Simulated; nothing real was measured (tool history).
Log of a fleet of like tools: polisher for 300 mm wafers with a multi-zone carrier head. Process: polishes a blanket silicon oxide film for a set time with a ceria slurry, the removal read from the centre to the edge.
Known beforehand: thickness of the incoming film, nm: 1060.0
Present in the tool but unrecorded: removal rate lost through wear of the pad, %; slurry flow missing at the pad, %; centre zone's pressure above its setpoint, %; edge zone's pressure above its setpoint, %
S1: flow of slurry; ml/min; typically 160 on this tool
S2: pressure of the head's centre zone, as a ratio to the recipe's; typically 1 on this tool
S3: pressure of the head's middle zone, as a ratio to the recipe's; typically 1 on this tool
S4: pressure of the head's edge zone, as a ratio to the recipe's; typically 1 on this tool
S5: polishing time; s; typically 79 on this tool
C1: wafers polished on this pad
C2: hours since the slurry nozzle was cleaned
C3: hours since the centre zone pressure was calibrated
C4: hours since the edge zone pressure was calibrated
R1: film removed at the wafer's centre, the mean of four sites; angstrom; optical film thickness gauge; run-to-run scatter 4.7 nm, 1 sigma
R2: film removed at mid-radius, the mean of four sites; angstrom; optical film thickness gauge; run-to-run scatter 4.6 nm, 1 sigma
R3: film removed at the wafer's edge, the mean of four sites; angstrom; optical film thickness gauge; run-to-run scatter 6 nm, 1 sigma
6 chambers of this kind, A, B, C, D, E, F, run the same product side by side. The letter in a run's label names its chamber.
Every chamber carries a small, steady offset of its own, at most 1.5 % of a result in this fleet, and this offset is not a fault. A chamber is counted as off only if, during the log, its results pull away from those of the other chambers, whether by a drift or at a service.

Run 1A, hour 5.9: usual settings; C1 308; C2 15.3; C3 640.9; C4 613.2. Result: R1 4558 angstrom, R2 4580.7 angstrom, R3 4655.5 angstrom.
At hour 9.3: chamber F: worn pad replaced by a new one.
Run 2F, hour 11.2: usual settings; C1 11; C2 29.3; C3 763.9; C4 118.7. Result: R1 4456.4 angstrom, R2 4582.9 angstrom, R3 4576.8 angstrom.
Run 3C, hour 15.1: usual settings; C1 1296; C2 34.1; C3 516.3; C4 888.3. Result: R1 4546.9 angstrom, R2 4573.1 angstrom, R3 4583.4 angstrom.
At hour 18.7: chamber C: worn pad replaced by a new one.
Run 4E, hour 20.1: usual settings; C1 196; C2 53.2; C3 167; C4 211.7. Result: R1 4543.7 angstrom, R2 4531.7 angstrom, R3 4478.7 angstrom.
Run 5B, hour 24.7: usual settings; C1 153; C2 358.8; C3 109.8; C4 484.4. Result: R1 4507.3 angstrom, R2 4545.4 angstrom, R3 4387.7 angstrom.
Run 6D, hour 29.7: usual settings; C1 644; C2 143.6; C3 1049.1; C4 278.3. Result: R1 4571.2 angstrom, R2 4522.7 angstrom, R3 4604.2 angstrom.
Run 7F, hour 34.7: usual settings but S3 0.92, S4 0.9; C1 149; C2 52.8; C3 787.4; C4 142.2. Result: R1 4604.1 angstrom, R2 4219.9 angstrom, R3 4323.8 angstrom.
Run 8A, hour 38.8: usual settings but S3 0.92, S4 0.9; C1 501; C2 48.2; C3 673.8; C4 646.1. Result: R1 4562.8 angstrom, R2 4216.1 angstrom, R3 4393.8 angstrom.
Run 9B, hour 42.6: usual settings but S3 0.92, S4 0.9; C1 258; C2 376.7; C3 127.7; C4 502.3. Result: R1 4582.5 angstrom, R2 4188.5 angstrom, R3 4277.4 angstrom.
Run 10E, hour 48.2: usual settings but S3 0.92, S4 0.9; C1 361; C2 81.3; C3 195.1; C4 239.8. Result: R1 4497.5 angstrom, R2 4215.1 angstrom, R3 4293.7 angstrom.
Run 11D, hour 53.4: usual settings but S3 0.92, S4 0.9; C1 783; C2 167.3; C3 1072.8; C4 302. Result: R1 4486.4 angstrom, R2 4240 angstrom, R3 4380 angstrom.
At hour 60.3: chamber C: centre zone pressure recalibrated.
Run 12C, hour 60.7: usual settings but S3 0.92, S4 0.9; C1 246; C2 79.7; C3 0.5; C4 933.9. Result: R1 4532.8 angstrom, R2 4223.6 angstrom, R3 4328 angstrom.
Run 13C, hour 68: usual settings; C1 289; C2 87; C3 7.8; C4 941.2. Result: R1 4614.5 angstrom, R2 4617.9 angstrom, R3 4489.5 angstrom.
Run 14D, hour 71.8: usual settings; C1 891; C2 185.7; C3 1091.2; C4 320.4. Result: R1 4519.4 angstrom, R2 4569.8 angstrom, R3 4550.7 angstrom.
Run 15F, hour 79.4: usual settings; C1 411; C2 97.5; C3 832.1; C4 186.9. Result: R1 4560.8 angstrom, R2 4582.1 angstrom, R3 4490.3 angstrom.
Run 16A, hour 84.7: usual settings; C1 770; C2 94.1; C3 719.7; C4 692. Result: R1 4527 angstrom, R2 4510.6 angstrom, R3 4643.9 angstrom.
Run 17E, hour 88.4: usual settings; C1 596; C2 121.5; C3 235.3; C4 280. Result: R1 4676.5 angstrom, R2 4634.4 angstrom, R3 4552.1 angstrom.
Run 18B, hour 93.5: usual settings but S1 135 ml/min; C1 556; C2 427.6; C3 178.6; C4 553.2. Result: R1 4352.2 angstrom, R2 4339.6 angstrom, R3 4504.1 angstrom.
At hour 98.1: chamber E: worn pad replaced by a new one.
At hour 98.2: chamber B: edge zone pressure recalibrated.
Run 19E, hour 101.8: usual settings but S1 135 ml/min; C1 21; C2 134.9; C3 248.7; C4 293.4. Result: R1 4382.9 angstrom, R2 4376.6 angstrom, R3 4436.2 angstrom.
Run 20F, hour 105.8: usual settings but S1 135 ml/min; C1 566; C2 123.9; C3 858.5; C4 213.3. Result: R1 4424.3 angstrom, R2 4458.9 angstrom, R3 4489.8 angstrom.
Run 21B, hour 111.1: usual settings but S1 135 ml/min; C1 659; C2 445.2; C3 196.2; C4 13. Result: R1 4296.1 angstrom, R2 4410.3 angstrom, R3 4266.8 angstrom.
Run 22A, hour 119.2: usual settings but S1 135 ml/min; C1 972; C2 128.6; C3 754.2; C4 726.5. Result: R1 4282.2 angstrom, R2 4285.6 angstrom, R3 4502.3 angstrom.
At hour 122.9: chamber D: centre zone pressure recalibrated.
Run 23D, hour 122.9: usual settings but S1 135 ml/min; C1 1190; C2 236.8; C3 0; C4 371.5. Result: R1 4422.3 angstrom, R2 4430.4 angstrom, R3 4473.4 angstrom.
Run 24C, hour 130.4: usual settings but S1 140 ml/min, S5 70 s; C1 655; C2 149.4; C3 70.2; C4 1003.6. Result: R1 3914.4 angstrom, R2 3931 angstrom, R3 3965.2 angstrom.
Run 25F, hour 135.7: usual settings but S1 140 ml/min, S5 70 s; C1 741; C2 153.8; C3 888.4; C4 243.2. Result: R1 3876.4 angstrom, R2 3956.9 angstrom, R3 3860.9 angstrom.
Run 26E, hour 140.1: usual settings but S1 140 ml/min, S5 70 s; C1 246; C2 173.2; C3 287; C4 331.7. Result: R1 3933.3 angstrom, R2 3973.8 angstrom, R3 3973.2 angstrom.
At hour 141.5: chamber D: worn pad replaced by a new one.
Run 27A, hour 146.6: usual settings but S1 140 ml/min, S5 70 s; C1 1133; C2 156; C3 781.6; C4 753.9. Result: R1 3707.3 angstrom, R2 3733.9 angstrom, R3 3809.9 angstrom.
At hour 147.5: chamber F: worn pad replaced by a new one.
Run 28C, hour 152.9: usual settings but S1 140 ml/min, S5 70 s; C1 786; C2 171.9; C3 92.7; C4 1026.1. Result: R1 4038.7 angstrom, R2 3942.3 angstrom, R3 3963.9 angstrom.
Run 29B, hour 159.4: usual settings but S1 140 ml/min, S5 70 s; C1 943; C2 493.5; C3 244.5; C4 61.3. Result: R1 3856.6 angstrom, R2 3911.7 angstrom, R3 3830.2 angstrom.
Run 30D, hour 163.8: usual settings; C1 131; C2 277.7; C3 40.9; C4 412.4. Result: R1 4570.6 angstrom, R2 4607.6 angstrom, R3 4537.3 angstrom.
Run 31E, hour 168: usual settings; C1 410; C2 201.1; C3 314.9; C4 359.6. Result: R1 4468.2 angstrom, R2 4572.2 angstrom, R3 4480.1 angstrom.
Run 32B, hour 173.9: usual settings; C1 1028; C2 508; C3 259; C4 75.8. Result: R1 4512.2 angstrom, R2 4532.8 angstrom, R3 4489.5 angstrom.
At hour 179.2: chamber B: worn pad replaced by a new one.
Run 33A, hour 181.2: usual settings; C1 1336; C2 190.6; C3 816.2; C4 788.5. Result: R1 4252.7 angstrom, R2 4317.4 angstrom, R3 4319.4 angstrom.
Run 34F, hour 188.4: usual settings; C1 240; C2 206.5; C3 941.1; C4 295.9. Result: R1 4611.4 angstrom, R2 4470.5 angstrom, R3 4582.4 angstrom.
At hour 193.8: chamber E: worn pad replaced by a new one.
Run 35D, hour 196.3: usual settings; C1 321; C2 310.2; C3 73.4; C4 444.9. Result: R1 4574.2 angstrom, R2 4576.6 angstrom, R3 4619.2 angstrom.
Run 36C, hour 200.5: usual settings; C1 1066; C2 219.5; C3 140.3; C4 1073.7. Result: R1 4612.6 angstrom, R2 4554.2 angstrom, R3 4547.6 angstrom.
Run 37A, hour 206.8: usual settings; C1 1486; C2 216.2; C3 841.8; C4 814.1. Result: R1 4227.1 angstrom, R2 4296.5 angstrom, R3 4289.1 angstrom.
Run 38E, hour 212.1: usual settings but S2 1.08; C1 107; C2 245.2; C3 359; C4 403.7. Result: R1 4950.2 angstrom, R2 4585 angstrom, R3 4561.8 angstrom.
Run 39C, hour 216.4: usual settings but S2 1.08; C1 1159; C2 235.4; C3 156.2; C4 1089.6. Result: R1 5002.2 angstrom, R2 4598.1 angstrom, R3 4592.6 angstrom.
Run 40B, hour 222.8: usual settings but S2 1.08; C1 256; C2 556.9; C3 307.9; C4 124.7. Result: R1 4979.9 angstrom, R2 4546.6 angstrom, R3 4536.2 angstrom.
Run 41F, hour 228.4: usual settings but S2 1.08; C1 474; C2 246.5; C3 981.1; C4 335.9. Result: R1 4945.6 angstrom, R2 4474.9 angstrom, R3 4467.6 angstrom.
Run 42D, hour 232.4: usual settings but S2 1.08; C1 533; C2 346.3; C3 109.5; C4 481. Result: R1 4941.1 angstrom, R2 4602 angstrom, R3 4553 angstrom.
Run 43A, hour 238.1: usual settings but S2 1.08; C1 1670; C2 247.5; C3 873.1; C4 845.4. Result: R1 4575.1 angstrom, R2 4144.2 angstrom, R3 4381.4 angstrom.
Run 44B, hour 245.2: usual settings; C1 387; C2 579.3; C3 330.3; C4 147.1. Result: R1 4538.9 angstrom, R2 4583.4 angstrom, R3 4537.7 angstrom.

Is one chamber off against the others, does the gauge drift, or is nothing wrong? If a chamber is off, say which, and what the likeliest cause is.

Little by little, chamber A moves away from the other chambers.
Likeliest cause: removal rate lost through wear of the pad, % = 8.83.
It could be hard to tell apart here from: slurry flow missing at the pad, %.

Here are 4 candidates for chamber A's next run, each the usual settings with a change, their results left as question marks. Which one brings its results back in line with what the others give on the usual settings?
In line here means within this much of the mean the other chambers give on the usual settings: R1 160 angstrom; R2 160 angstrom; R3 210 angstrom
Run 45A-1, hour 251.2: usual settings but S1 165 ml/min, S2 1.03, S3 1.02, S4 0.98, S5 90 s. Result: R1 ?, R2 ?, R3 ?.
Run 45A-2, hour 251.2: usual settings but S1 155 ml/min, S2 0.97, S3 0.98, S4 1.02, S5 68 s. Result: R1 ?, R2 ?, R3 ?.
Run 45A-3, hour 251.2: usual settings but S1 165 ml/min, S2 1.02, S3 1.01, S4 0.99, S5 85 s. Result: R1 ?, R2 ?, R3 ?.
Run 45A-4, hour 251.2: usual settings but S1 155 ml/min, S2 0.98, S3 0.99, S4 1.01, S5 73 s. Result: R1 ?, R2 ?, R3 ?.

The other chambers' mean on the usual settings: R1 4553.8 angstrom; R2 4547.1 angstrom; R3 4540 angstrom
  run      R1      R2      R3
45A-1  4841.4  4839.3    4759
45A-2  3378.6    3487  3644.5
45A-3  4523.2  4529.8  4519.4
45A-4  3668.8  3777.9  3891.5
45A-3 brings the chamber back in line.
